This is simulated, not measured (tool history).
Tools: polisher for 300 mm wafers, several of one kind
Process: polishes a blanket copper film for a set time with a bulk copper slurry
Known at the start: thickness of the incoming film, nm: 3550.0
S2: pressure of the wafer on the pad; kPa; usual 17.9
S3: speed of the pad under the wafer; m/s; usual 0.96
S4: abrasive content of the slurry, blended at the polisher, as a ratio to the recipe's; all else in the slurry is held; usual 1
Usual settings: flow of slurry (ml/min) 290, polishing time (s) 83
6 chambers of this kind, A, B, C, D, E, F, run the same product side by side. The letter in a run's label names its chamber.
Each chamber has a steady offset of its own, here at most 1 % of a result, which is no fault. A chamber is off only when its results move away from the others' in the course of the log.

{"run": "1E", "hour": 4.8, "flow of slurry (ml/min)": 290, "S2": 17.9, "S3": 0.96, "S4": 1, "polishing time (s)": 83, "film removed (nm)": 651.89}
{"run": "2B", "hour": 7.5, "flow of slurry (ml/min)": 290, "S2": 17.9, "S3": 0.96, "S4": 1, "polishing time (s)": 83, "film removed (nm)": 650.4}
{"run": "3D", "hour": 9.6, "flow of slurry (ml/min)": 290, "S2": 17.9, "S3": 0.96, "S4": 1, "polishing time (s)": 83, "film removed (nm)": 637.57}
{"run": "4F", "hour": 12.5, "flow of slurry (ml/min)": 290, "S2": 17.9, "S3": 0.96, "S4": 1, "polishing time (s)": 83, "film removed (nm)": 639.36}
{"run": "5C", "hour": 15.7, "flow of slurry (ml/min)": 290, "S2": 17.9, "S3": 0.96, "S4": 1, "polishing time (s)": 83, "film removed (nm)": 642.86}
{"hour": 16.4, "done": "chamber F: worn pad replaced by a new one"}
{"hour": 16.4, "done": "chamber B: worn pad replaced by a new one"}
{"run": "6A", "hour": 20.0, "flow of slurry (ml/min)": 290, "S2": 17.9, "S3": 0.96, "S4": 1, "polishing time (s)": 83, "film removed (nm)": 645.74}
{"run": "7F", "hour": 24.0, "flow of slurry (ml/min)": 290, "S2": 17.9, "S3": 0.96, "S4": 1, "polishing time (s)": 83, "film removed (nm)": 649.63}
{"hour": 25.9, "done": "chamber E: slurry blender recalibrated"}
{"run": "8D", "hour": 26.4, "flow of slurry (ml/min)": 290, "S2": 17.9, "S3": 0.96, "S4": 1, "polishing time (s)": 83, "film removed (nm)": 634.7}
{"run": "9E", "hour": 28.8, "flow of slurry (ml/min)": 290, "S2": 17.9, "S3": 0.96, "S4": 1, "polishing time (s)": 83, "film removed (nm)": 642.65}
{"hour": 30.9, "done": "chamber A: worn pad replaced by a new one"}
{"run": "10B", "hour": 32.0, "flow of slurry (ml/min)": 290, "S2": 17.9, "S3": 0.96, "S4": 1, "polishing time (s)": 83, "film removed (nm)": 650.27}
{"run": "11C", "hour": 35.1, "flow of slurry (ml/min)": 290, "S2": 17.9, "S3": 0.96, "S4": 1, "polishing time (s)": 83, "film removed (nm)": 644.29}
{"run": "12A", "hour": 37.9, "flow of slurry (ml/min)": 290, "S2": 17.9, "S3": 0.96, "S4": 1, "polishing time (s)": 83, "film removed (nm)": 639.22}
{"run": "13A", "hour": 40.7, "flow of slurry (ml/min)": 290, "S2": 17.9, "S3": 0.96, "S4": 1, "polishing time (s)": 83, "film removed (nm)": 642.56}
{"hour": 43.1, "done": "chamber D: worn pad replaced by a new one"}
{"run": "14B", "hour": 44.4, "flow of slurry (ml/min)": 290, "S2": 17.9, "S3": 0.96, "S4": 1, "polishing time (s)": 83, "film removed (nm)": 648.15}
{"run": "15E", "hour": 47.7, "flow of slurry (ml/min)": 290, "S2": 17.9, "S3": 0.96, "S4": 1, "polishing time (s)": 83, "film removed (nm)": 635.07}
{"run": "16C", "hour": 50.3, "flow of slurry (ml/min)": 290, "S2": 17.9, "S3": 0.96, "S4": 1, "polishing time (s)": 83, "film removed (nm)": 656.11}
{"run": "17D", "hour": 53.0, "flow of slurry (ml/min)": 290, "S2": 17.9, "S3": 0.96, "S4": 1, "polishing time (s)": 83, "film removed (nm)": 645.34}
{"run": "18F", "hour": 56.6, "flow of slurry (ml/min)": 290, "S2": 17.9, "S3": 0.96, "S4": 1, "polishing time (s)": 83, "film removed (nm)": 632.8}
{"run": "19C", "hour": 59.5, "flow of slurry (ml/min)": 290, "S2": 17.9, "S3": 0.96, "S4": 1, "polishing time (s)": 83, "film removed (nm)": 640.19}
{"hour": 62.3, "done": "chamber E: worn pad replaced by a new one"}
{"run": "20F", "hour": 62.6, "flow of slurry (ml/min)": 290, "S2": 17.9, "S3": 0.96, "S4": 1, "polishing time (s)": 83, "film removed (nm)": 638.45}
{"hour": 63.7, "done": "chamber A: slurry blender recalibrated"}
{"hour": 64.3, "done": "chamber F: slurry blender recalibrated"}
{"run": "21B", "hour": 65.7, "flow of slurry (ml/min)": 290, "S2": 17.9, "S3": 0.96, "S4": 1, "polishing time (s)": 83, "film removed (nm)": 649.34}
{"hour": 67.8, "done": "chamber F: worn pad replaced by a new one"}
{"run": "22E", "hour": 69.8, "flow of slurry (ml/min)": 290, "S2": 17.9, "S3": 0.96, "S4": 1, "polishing time (s)": 83, "film removed (nm)": 639.09}
{"run": "23D", "hour": 72.3, "flow of slurry (ml/min)": 290, "S2": 17.9, "S3": 0.86, "S4": 1, "polishing time (s)": 60, "film removed (nm)": 416.41}
{"hour": 73.4, "done": "chamber B: slurry blender recalibrated"}
{"run": "24A", "hour": 74.9, "flow of slurry (ml/min)": 290, "S2": 17.9, "S3": 0.86, "S4": 1, "polishing time (s)": 60, "film removed (nm)": 408.87}
{"hour": 75.0, "done": "chamber B: worn pad replaced by a new one"}
{"run": "25F", "hour": 77.1, "flow of slurry (ml/min)": 290, "S2": 17.9, "S3": 0.86, "S4": 1, "polishing time (s)": 60, "film removed (nm)": 416.37}
{"run": "26E", "hour": 79.3, "flow of slurry (ml/min)": 290, "S2": 17.9, "S3": 0.86, "S4": 1, "polishing time (s)": 60, "film removed (nm)": 417.23}
{"run": "27B", "hour": 82.6, "flow of slurry (ml/min)": 290, "S2": 17.9, "S3": 0.86, "S4": 1, "polishing time (s)": 60, "film removed (nm)": 418.24}
{"hour": 84.9, "done": "chamber D: slurry blender recalibrated"}
{"run": "28D", "hour": 85.6, "flow of slurry (ml/min)": 290, "S2": 17.9, "S3": 0.86, "S4": 1, "polishing time (s)": 60, "film removed (nm)": 414.37}
{"run": "29C", "hour": 89.7, "flow of slurry (ml/min)": 290, "S2": 17.9, "S3": 0.96, "S4": 1, "polishing time (s)": 83, "film removed (nm)": 636.51}
{"run": "30A", "hour": 92.6, "flow of slurry (ml/min)": 290, "S2": 17.9, "S3": 0.96, "S4": 1, "polishing time (s)": 83, "film removed (nm)": 642.02}
{"run": "31E", "hour": 94.9, "flow of slurry (ml/min)": 290, "S2": 17.9, "S3": 0.96, "S4": 1, "polishing time (s)": 83, "film removed (nm)": 640.33}
{"hour": 97.3, "done": "chamber C: worn pad replaced by a new one"}
{"run": "32F", "hour": 99.3, "flow of slurry (ml/min)": 290, "S2": 17.9, "S3": 0.96, "S4": 1, "polishing time (s)": 83, "film removed (nm)": 643.12}
{"hour": 100.3, "done": "chamber A: worn pad replaced by a new one"}
{"run": "33B", "hour": 102.0, "flow of slurry (ml/min)": 290, "S2": 17.9, "S3": 0.96, "S4": 1, "polishing time (s)": 83, "film removed (nm)": 652.58}
{"run": "34D", "hour": 104.1, "flow of slurry (ml/min)": 290, "S2": 17.9, "S3": 0.96, "S4": 1, "polishing time (s)": 83, "film removed (nm)": 633.14}
{"run": "35C", "hour": 107.1, "flow of slurry (ml/min)": 290, "S2": 17.9, "S3": 0.96, "S4": 1, "polishing time (s)": 83, "film removed (nm)": 647.35}
{"run": "36A", "hour": 111.4, "flow of slurry (ml/min)": 290, "S2": 17.9, "S3": 0.96, "S4": 1, "polishing time (s)": 83, "film removed (nm)": 644.76}
{"hour": 114.7, "done": "chamber C: slurry blender recalibrated"}
{"run": "37C", "hour": 116.0, "flow of slurry (ml/min)": 290, "S2": 17.9, "S3": 0.96, "S4": 1, "polishing time (s)": 83, "film removed (nm)": 643.43}
{"run": "38E", "hour": 119.3, "flow of slurry (ml/min)": 290, "S2": 17.9, "S3": 0.96, "S4": 1, "polishing time (s)": 83, "film removed (nm)": 636.42}

Is one chamber off against the others, does the gauge drift, or is nothing wrong? If a chamber is off, say which, and what the likeliest cause is.

No chamber stands off beyond its own small offset, and the gauge holds steady.

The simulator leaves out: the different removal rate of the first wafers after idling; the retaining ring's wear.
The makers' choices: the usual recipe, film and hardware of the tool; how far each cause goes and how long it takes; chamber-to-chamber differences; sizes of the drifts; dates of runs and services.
